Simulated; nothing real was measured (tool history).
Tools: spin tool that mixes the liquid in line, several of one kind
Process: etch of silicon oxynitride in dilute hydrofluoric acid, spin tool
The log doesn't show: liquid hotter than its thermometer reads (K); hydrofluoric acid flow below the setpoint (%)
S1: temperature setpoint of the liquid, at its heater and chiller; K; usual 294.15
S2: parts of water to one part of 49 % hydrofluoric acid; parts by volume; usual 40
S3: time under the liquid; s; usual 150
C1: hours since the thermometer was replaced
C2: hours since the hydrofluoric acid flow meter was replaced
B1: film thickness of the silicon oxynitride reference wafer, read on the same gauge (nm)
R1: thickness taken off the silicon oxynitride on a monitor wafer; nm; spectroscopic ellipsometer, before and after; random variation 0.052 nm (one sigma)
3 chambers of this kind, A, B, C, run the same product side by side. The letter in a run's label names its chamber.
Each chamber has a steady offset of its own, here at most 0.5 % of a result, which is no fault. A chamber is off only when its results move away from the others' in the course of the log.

run,hour,S1,S2,S3,C1,C2,B1,R1
1A,4.1,294.15,40,150,2478.6,369.3,40.016,7.8022
2C,6.3,294.15,40,150,922.5,860.6,40.013,7.7415
3B,8.4,294.15,40,150,140.8,919.6,40.010,7.8522
4A,10.7,294.15,40,150,2485.2,375.9,40.011,7.8223
5C,14.6,294.15,40,150,930.8,868.9,40.007,7.7821
6B,19.0,294.15,40,150,151.4,930.2,40.012,7.8904
7B,23.8,294.15,40,150,156.2,935.0,39.986,7.7846
8C,27.7,294.15,40,150,943.9,882.0,39.990,7.7753
9A,30.8,294.15,40,150,2505.3,396.0,40.007,7.8495
10B,33.2,294.15,40,150,165.6,944.4,40.022,7.7964
11A,36.3,290.15,40,120,2510.8,401.5,40.017,5.0695
12C,38.6,290.15,40,120,954.8,892.9,39.979,5.0211
13A,41.9,290.15,40,120,2516.4,407.1,40.020,5.1060
14C,45.6,294.15,40,150,961.8,899.9,40.011,7.6876
15B,48.1,294.15,40,150,180.5,959.3,40.001,7.8918
16C,51.9,294.15,40,150,968.1,906.2,40.011,7.6787
17A,56.4,294.15,40,150,2530.9,421.6,39.963,7.7603
18B,58.8,294.15,40,150,191.2,970.0,40.042,7.7445
19C,63.0,294.15,40,150,979.2,917.3,40.022,7.6632
20A,66.0,294.15,40,150,2540.5,431.2,40.031,7.8881
# hour 68.6: chamber C: hydrofluoric acid flow meter replaced
21B,70.4,294.15,40,150,202.8,981.6,40.017,7.6113
22B,73.9,294.15,40,150,206.3,985.1,40.003,7.6151
23C,77.9,294.15,40,150,994.1,9.3,39.980,7.7107
24A,82.0,294.15,40,150,2556.5,447.2,39.990,7.8364
25A,86.2,297.15,40,150,2560.7,451.4,40.013,9.0736
26C,89.2,297.15,40,150,1005.4,20.6,40.021,8.9477
27B,93.3,297.15,40,150,225.7,1004.5,40.024,8.7630
28B,96.1,294.15,40,150,228.5,1007.3,40.029,7.5918
29C,99.6,294.15,40,150,1015.8,31.0,40.002,7.8119
30A,101.9,292.15,40,150,2576.4,467.1,40.042,7.0543
31B,105.0,292.15,40,150,237.4,1016.2,40.033,6.7603
32C,107.2,292.15,40,150,1023.4,38.6,40.031,7.0715
33A,110.2,294.15,40,150,2584.7,475.4,40.009,7.8050
34C,114.5,294.15,40,150,1030.7,45.9,39.986,7.7379
35A,118.3,294.15,40,150,2592.8,483.5,40.024,7.8593
36B,122.1,294.15,40,150,254.5,1033.3,40.006,7.4817
37B,124.7,294.15,40,150,257.1,1035.9,39.978,7.4511
38A,127.6,294.15,40,150,2602.1,492.8,39.951,7.7727
39C,131.8,294.15,40,150,1048.0,63.2,40.000,7.7593
40A,134.8,294.15,40,150,2609.3,500.0,40.001,7.7614

What goes on in this fleet: one chamber off, a drifting gauge, or nothing beyond the chambers' own small offsets? Name the chamber and the cause, if any.

Chamber B drifts away from the others.
Cause: hydrofluoric acid flow below the setpoint (%) = 5.8.
The log may not tell that from: liquid colder than its thermometer reads (K).

Here are 4 candidates for chamber B's next run, each the usual settings with a change, their results left as question marks. Which one brings its results back in line with what the others give on the usual settings?
In line means no further than this from the other chambers' mean on the usual settings: R1 0.1800 nm
41B-1,138.1,293.15,40,150,,,,?
41B-2,138.1,294.15,40,160,,,,?
41B-3,138.1,294.65,40,160,,,,?
41B-4,138.1,293.65,40,140,,,,?

The other chambers' mean on the usual settings: R1 7.8014 nm
run,R1
41B-1,7.0328
41B-2,7.8891
41B-3,8.0891
41B-4,6.7317
41B-2 brings the chamber back in line.

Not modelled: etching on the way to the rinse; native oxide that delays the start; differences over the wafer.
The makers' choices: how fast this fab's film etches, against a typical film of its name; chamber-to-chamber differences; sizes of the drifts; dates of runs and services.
